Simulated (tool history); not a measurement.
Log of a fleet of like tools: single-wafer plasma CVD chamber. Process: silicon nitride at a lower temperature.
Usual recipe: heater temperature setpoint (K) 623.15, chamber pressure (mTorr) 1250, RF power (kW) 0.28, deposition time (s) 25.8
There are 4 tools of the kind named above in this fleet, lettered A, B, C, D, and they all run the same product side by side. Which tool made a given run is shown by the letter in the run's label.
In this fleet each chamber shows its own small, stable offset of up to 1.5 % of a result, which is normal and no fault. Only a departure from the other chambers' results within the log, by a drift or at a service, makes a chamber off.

run   hour  heater temperature setpoint (K)  chamber pressure (mTorr)  RF power (kW)  deposition time (s)  hours since the last thermocouple change  hours since the last RF generator calibration  hours since the last manometer calibration  read-back reference wafer on the same gauge, thickness_nm  mean film thickness on the monitor wafer (angstrom)
 1D    6.6                           623.15                      1250           0.28                 25.8                                       702                                          915.7                                       641.1                                                     27.297                                               267.11
 2B   14.9                           623.15                      1250           0.28                 25.8                                    2377.2                                          669.8                                      1011.9                                                     27.301                                               268.51
 3C   20.2                           623.15                      1250           0.28                 25.8                                    1704.3                                          825.8                                      1229.8                                                     27.287                                               273.21
 4A   26.3                           623.15                      1250           0.28                 25.8                                     687.1                                          651.7                                      1611.9                                                     27.295                                               268.24
      29.4  -- chamber A: capacitance manometer re-zeroed and calibrated
 5A   32.4                           623.15                      1250           0.28                 25.8                                     693.2                                          657.8                                         3.1                                                     27.275                                               268.26
 6D     38                           623.15                      1250           0.28                 25.8                                     733.4                                          947.1                                       672.5                                                      27.28                                               267.84
 7C   45.5                           623.15                      1250           0.28                 25.8                                    1729.6                                          851.1                                      1255.1                                                     27.274                                               272.93
 8B     53                           623.15                      1250           0.28                 25.8                                    2415.3                                          707.9                                        1050                                                     27.278                                               267.84
 9C   60.6                           623.15                      1250           0.28                 25.8                                    1744.7                                          866.2                                      1270.2                                                     27.273                                               272.77
10B   68.7                           623.15                      1250           0.28                 25.8                                      2431                                          723.6                                      1065.7                                                     27.272                                               268.23
11A     78                           623.15                      1250           0.28                 25.8                                     738.8                                          703.4                                        48.7                                                     27.261                                               268.33
12D   84.1                           631.15                      1360           0.28                 25.8                                     779.5                                          993.2                                       718.6                                                     27.265                                               273.45
13D     91                           631.15                      1360           0.28                 25.8                                     786.4                                         1000.1                                       725.5                                                     27.265                                               273.09
14A   98.1                           631.15                      1360           0.28                 25.8                                     758.9                                          723.5                                        68.8                                                      27.26                                                274.2
15C  104.2                           631.15                      1360           0.28                 25.8                                    1788.3                                          909.8                                      1313.8                                                     27.256                                               279.42
16B  114.7                           623.15                      1250           0.28                 25.8                                      2477                                          769.6                                      1111.7                                                     27.262                                               267.45
17B  121.7                           623.15                      1250           0.28                 25.8                                      2484                                          776.6                                      1118.7                                                      27.25                                               268.63
18C  130.6                           623.15                      1250           0.28                 25.8                                    1814.7                                          936.2                                      1340.2                                                      27.25                                               272.76
19A  135.9                           623.15                      1250           0.28                 25.8                                     796.7                                          761.3                                       106.6                                                     27.243                                               268.11
20D  144.4                           623.15                      1250           0.28                 25.8                                     839.8                                         1053.5                                       778.9                                                     27.235                                               267.35
21D  150.8                           623.15                      1250           0.28                 25.8                                     846.2                                         1059.9                                       785.3                                                     27.238                                               267.61
22A  159.1                           623.15                      1250           0.28                 25.8                                     819.9                                          784.5                                       129.8                                                     27.241                                               267.88
23C  165.9                           623.15                      1250           0.28                 25.8                                      1850                                          971.5                                      1375.5                                                     27.236                                               272.47
24B  171.3                           623.15                      1370           0.28                 25.8                                    2533.6                                          826.2                                      1168.3                                                     27.243                                               274.46
25D  176.5                           623.15                      1370           0.28                 25.8                                     871.9                                         1085.6                                         811                                                     27.229                                               274.09
26A  187.2                           623.15                      1370           0.28                 25.8                                       848                                          812.6                                       157.9                                                     27.216                                               275.42
27B  192.7                           623.15                      1370           0.28                 25.8                                      2555                                          847.6                                      1189.7                                                     27.232                                               275.25
28C    204                           623.15                      1250           0.28                 25.8                                    1888.1                                         1009.6                                      1413.6                                                     27.219                                               272.72
     205.7  -- chamber D: RF generator calibrated
     207.8  -- chamber B: capacitance manometer re-zeroed and calibrated
       209  -- chamber A: RF generator calibrated
29C  209.8                           623.15                      1250           0.28                 25.8                                    1893.9                                         1015.4                                      1419.4                                                     27.213                                               272.47
30A    218                           623.15                      1250           0.28                 25.8                                     878.8                                            9.1                                       188.7                                                     27.206                                               267.86
31D  226.3                           623.15                      1250           0.28                 25.8                                     921.7                                           20.6                                       860.8                                                     27.218                                               266.59
32B  233.9                           638.15                      1250           0.24                 25.8                                    2596.2                                          888.8                                        26.1                                                     27.194                                               239.41
33B  242.6                           638.15                      1250           0.24                 25.8                                    2604.9                                          897.5                                        34.8                                                       27.2                                                239.4
34A  248.1                           638.15                      1250           0.24                 25.8                                     908.9                                           39.2                                       218.8                                                     27.199                                               239.28
35D  256.8                           638.15                      1250           0.24                 25.8                                     952.2                                           51.1                                       891.3                                                     27.197                                                237.2
36C  264.8                           623.15                      1250           0.28                 25.8                                    1948.9                                         1070.4                                      1474.4                                                     27.195                                                272.4
37A  274.8                           623.15                      1250           0.28                 25.8                                     935.6                                           65.9                                       245.5                                                     27.192                                               267.46
38B  281.6                           623.15                      1250           0.28                 25.8                                    2643.9                                          936.5                                        73.8                                                     27.187                                               267.51
39D  292.5                           623.15                      1250           0.28                 25.8                                     987.9                                           86.8                                         927                                                      27.18                                               266.63
40C  302.3                           623.15                      1250           0.28                 25.8                                    1986.4                                         1107.9                                      1511.9                                                     27.182                                               272.22
41D  307.3                           623.15                      1250           0.28                 25.8                                    1002.7                                          101.6                                       941.8                                                     27.177                                                266.8
42C  314.3                           623.15                      1250           0.28                 25.8                                    1998.4                                         1119.9                                      1523.9                                                      27.18                                               271.74

Decide between three cases: one chamber stands off from its peers, the gauge reading all wafers drifts, or nothing is wrong past each chamber's small offset. Where a chamber is off, say which and what most likely put it there.

Gauge drift. The chambers move together only on paper, and none stands off.
Cause: gauge reads low (%) = 0.475.
